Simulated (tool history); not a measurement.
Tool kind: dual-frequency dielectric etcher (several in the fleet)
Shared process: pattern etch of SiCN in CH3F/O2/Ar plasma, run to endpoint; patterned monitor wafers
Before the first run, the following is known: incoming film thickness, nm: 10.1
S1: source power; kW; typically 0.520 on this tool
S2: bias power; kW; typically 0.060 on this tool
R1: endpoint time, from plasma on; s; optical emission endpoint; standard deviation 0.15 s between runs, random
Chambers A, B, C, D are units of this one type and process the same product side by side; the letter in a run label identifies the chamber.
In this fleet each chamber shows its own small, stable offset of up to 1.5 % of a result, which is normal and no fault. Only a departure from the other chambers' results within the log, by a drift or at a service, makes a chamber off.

At hour 2.5: chamber B: wet clean of the chamber.
Run 1B, hour 8.2: usual settings. Result: R1 25.708 s.
Run 2C, hour 17.3: usual settings. Result: R1 26.088 s.
At hour 24.1: chamber C: wet clean of the chamber.
Run 3D, hour 25.2: usual settings. Result: R1 26.001 s.
Run 4A, hour 36.6: usual settings. Result: R1 26.097 s.
Run 5C, hour 46.8: usual settings. Result: R1 26.177 s.
Run 6D, hour 57.5: usual settings. Result: R1 26.022 s.
At hour 65.7: chamber D: wet clean of the chamber.
Run 7A, hour 67.2: usual settings. Result: R1 26.030 s.
Run 8B, hour 76.6: usual settings. Result: R1 25.678 s.
Run 9D, hour 88.8: usual settings. Result: R1 25.923 s.
Run 10A, hour 99.6: usual settings. Result: R1 26.273 s.
Run 11B, hour 105.9: usual settings. Result: R1 25.934 s.
At hour 107.1: chamber A: wet clean of the chamber.
Run 12C, hour 114.7: usual settings. Result: R1 25.867 s.
Run 13C, hour 122.8: usual settings. Result: R1 26.249 s.
Run 14A, hour 130.9: usual settings. Result: R1 27.467 s.
Run 15B, hour 139.8: usual settings. Result: R1 25.784 s.
Run 16D, hour 152.0: usual settings. Result: R1 26.274 s.
Run 17B, hour 160.4: usual settings but S2 0.072 kW. Result: R1 24.288 s.
Run 18C, hour 166.1: usual settings but S2 0.072 kW. Result: R1 24.377 s.
At hour 173.5: chamber A: bias power generator calibrated.
Run 19A, hour 173.8: usual settings but S2 0.072 kW. Result: R1 26.031 s.
Run 20D, hour 182.1: usual settings but S2 0.072 kW. Result: R1 24.525 s.
Run 21A, hour 193.8: usual settings but S1 0.650 kW, S2 0.047 kW. Result: R1 27.585 s.
Run 22B, hour 203.0: usual settings but S1 0.650 kW, S2 0.047 kW. Result: R1 25.848 s.
Run 23C, hour 208.5: usual settings but S1 0.650 kW, S2 0.047 kW. Result: R1 26.126 s.
Run 24D, hour 214.5: usual settings but S1 0.650 kW, S2 0.047 kW. Result: R1 25.814 s.
Run 25A, hour 222.0: usual settings but S1 0.480 kW, S2 0.048 kW. Result: R1 30.814 s.
Run 26B, hour 228.0: usual settings but S1 0.480 kW, S2 0.048 kW. Result: R1 28.672 s.
Run 27C, hour 237.5: usual settings but S1 0.480 kW, S2 0.048 kW. Result: R1 28.756 s.
Run 28D, hour 247.2: usual settings but S1 0.480 kW, S2 0.048 kW. Result: R1 29.016 s.
Run 29B, hour 256.9: usual settings. Result: R1 26.129 s.
Run 30C, hour 263.6: usual settings. Result: R1 25.823 s.
Run 31A, hour 274.6: usual settings. Result: R1 27.584 s.

Next, every chamber runs the same settings. What will each give?
Run 32A, hour 283.4: usual settings. Result: R1 ?.
Run 32B, hour 283.4: usual settings. Result: R1 ?.
Run 32C, hour 283.4: usual settings. Result: R1 ?.
Run 32D, hour 283.4: usual settings. Result: R1 ?.

run      R1
32A  27.659
32B  25.773
32C  26.277
32D  26.058
